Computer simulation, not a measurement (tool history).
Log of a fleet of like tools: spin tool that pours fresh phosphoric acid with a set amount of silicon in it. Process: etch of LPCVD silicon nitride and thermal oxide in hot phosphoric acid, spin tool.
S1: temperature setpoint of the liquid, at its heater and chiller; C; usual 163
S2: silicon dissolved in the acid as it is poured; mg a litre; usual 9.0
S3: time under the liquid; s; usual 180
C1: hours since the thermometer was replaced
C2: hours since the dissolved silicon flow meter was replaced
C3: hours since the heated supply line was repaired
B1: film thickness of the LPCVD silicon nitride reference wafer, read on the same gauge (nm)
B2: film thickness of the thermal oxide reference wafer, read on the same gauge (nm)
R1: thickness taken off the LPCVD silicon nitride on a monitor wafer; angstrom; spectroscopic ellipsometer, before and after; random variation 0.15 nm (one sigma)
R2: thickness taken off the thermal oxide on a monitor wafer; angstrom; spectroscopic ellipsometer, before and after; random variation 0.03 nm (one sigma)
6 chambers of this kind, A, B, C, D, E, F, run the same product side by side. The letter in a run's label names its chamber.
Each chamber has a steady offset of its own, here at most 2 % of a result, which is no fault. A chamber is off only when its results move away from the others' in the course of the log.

run,hour,S1,S2,S3,C1,C2,C3,B1,B2,R1,R2
# hour 1.8: chamber C: thermometer replaced
1B,12.7,163,9.0,180,1585.0,689.9,1699.4,60.011,119.99,205.300,5.4896
2C,26.1,163,9.0,180,24.4,258.3,172.7,59.994,120.00,200.190,4.3622
3A,32.1,163,9.0,180,724.5,792.6,859.8,60.019,120.03,204.980,5.0522
4E,42.5,163,9.0,180,1591.6,238.2,894.8,59.986,120.00,201.950,5.1092
5F,52.1,163,15.5,270,450.5,1784.4,1184.2,60.005,119.95,306.780,6.9772
6D,63.4,163,15.5,270,644.8,1186.6,1504.6,60.017,120.00,301.190,6.8661
7E,75.7,163,15.5,270,1624.8,271.4,928.0,60.020,120.02,301.310,6.6186
8A,82.8,163,15.5,270,775.2,843.3,910.5,59.981,120.01,306.450,6.6432
# hour 87.3: chamber A: thermometer replaced
9B,88.9,163,15.5,270,1661.2,766.1,1775.6,60.001,119.98,305.250,6.3462
10D,97.0,163,15.5,270,678.4,1220.2,1538.2,59.988,119.99,304.040,6.2359
11C,108.5,163,9.0,180,106.8,340.7,255.1,59.996,119.98,201.360,5.3609
12F,115.1,163,12.5,120,513.5,1847.4,1247.2,60.002,120.01,131.960,2.9535
13D,124.7,163,12.5,120,706.1,1247.9,1565.9,59.982,120.03,136.040,3.0908
14A,136.0,163,12.5,120,48.8,896.5,963.7,59.978,119.97,135.460,2.8610
15C,146.1,163,12.5,120,144.4,378.3,292.7,59.984,120.01,135.490,2.9551
16F,158.0,163,12.5,120,556.4,1890.3,1290.1,60.006,119.97,131.300,2.8835
17B,169.1,163,12.5,120,1741.4,846.3,1855.8,60.013,120.01,136.530,2.9446
18E,178.4,163,9.0,180,1727.5,374.1,1030.7,60.000,120.01,201.210,5.3395
19B,189.7,163,9.0,180,1762.0,866.9,1876.4,59.991,119.96,202.980,4.5027
20F,196.7,163,9.0,180,595.1,1929.0,1328.8,59.989,119.99,196.890,4.9433
# hour 202.2: chamber E: heated supply line repaired
21C,207.3,163,9.0,180,205.6,439.5,353.9,60.012,119.97,203.180,4.6938
22E,217.8,163,9.0,180,1766.9,413.5,15.6,60.007,119.99,201.150,5.7372
23D,227.0,163,9.0,215,808.4,1350.2,1668.2,60.014,119.97,239.490,5.5793
24A,233.7,163,9.0,215,146.5,994.2,1061.4,59.992,120.00,240.910,6.7309
25C,247.2,163,9.0,215,245.5,479.4,393.8,60.015,120.05,240.260,5.7204
26D,254.5,163,9.0,215,835.9,1377.7,1695.7,60.013,120.01,244.240,5.7589
27E,267.4,163,9.0,215,1816.5,463.1,65.2,59.999,119.99,240.140,6.1168
28A,280.7,163,9.0,215,193.5,1041.2,1108.4,60.005,119.98,244.970,6.4135
29B,288.7,163,9.0,180,1861.0,965.9,1975.4,60.017,119.99,204.080,4.7897
30F,294.9,163,9.0,180,693.3,2027.2,1427.0,60.021,120.02,192.800,4.7386
31C,302.6,163,9.0,180,300.9,534.8,449.2,59.978,120.01,202.850,4.9280
32B,314.7,163,9.0,180,1887.0,991.9,2001.4,60.001,119.99,203.950,5.0254
33D,320.6,163,9.0,180,902.0,1443.8,1761.8,59.994,120.00,199.810,4.7649
34E,333.0,161,9.0,100,1882.1,528.7,130.8,60.001,120.00,103.280,2.4989
35F,343.3,161,9.0,100,741.7,2075.6,1475.4,60.010,119.98,98.154,2.1150
36A,353.1,161,9.0,100,265.9,1113.6,1180.8,60.017,120.01,103.940,2.3228
37B,359.6,161,9.0,100,1931.9,1036.8,2046.3,60.004,120.00,106.850,2.6350

Next, every chamber runs the same settings. What will each give?
38A,369.2,163,9.0,180,,,,,,?,?
38B,369.2,163,9.0,180,,,,,,?,?
38C,369.2,163,9.0,180,,,,,,?,?
38D,369.2,163,9.0,180,,,,,,?,?
38E,369.2,163,9.0,180,,,,,,?,?
38F,369.2,163,9.0,180,,,,,,?,?

run,R1,R2
38A,202.950,5.7644
38B,206.500,5.2528
38C,203.300,4.9486
38D,201.630,4.8173
38E,200.590,5.3392
38F,190.680,4.8055

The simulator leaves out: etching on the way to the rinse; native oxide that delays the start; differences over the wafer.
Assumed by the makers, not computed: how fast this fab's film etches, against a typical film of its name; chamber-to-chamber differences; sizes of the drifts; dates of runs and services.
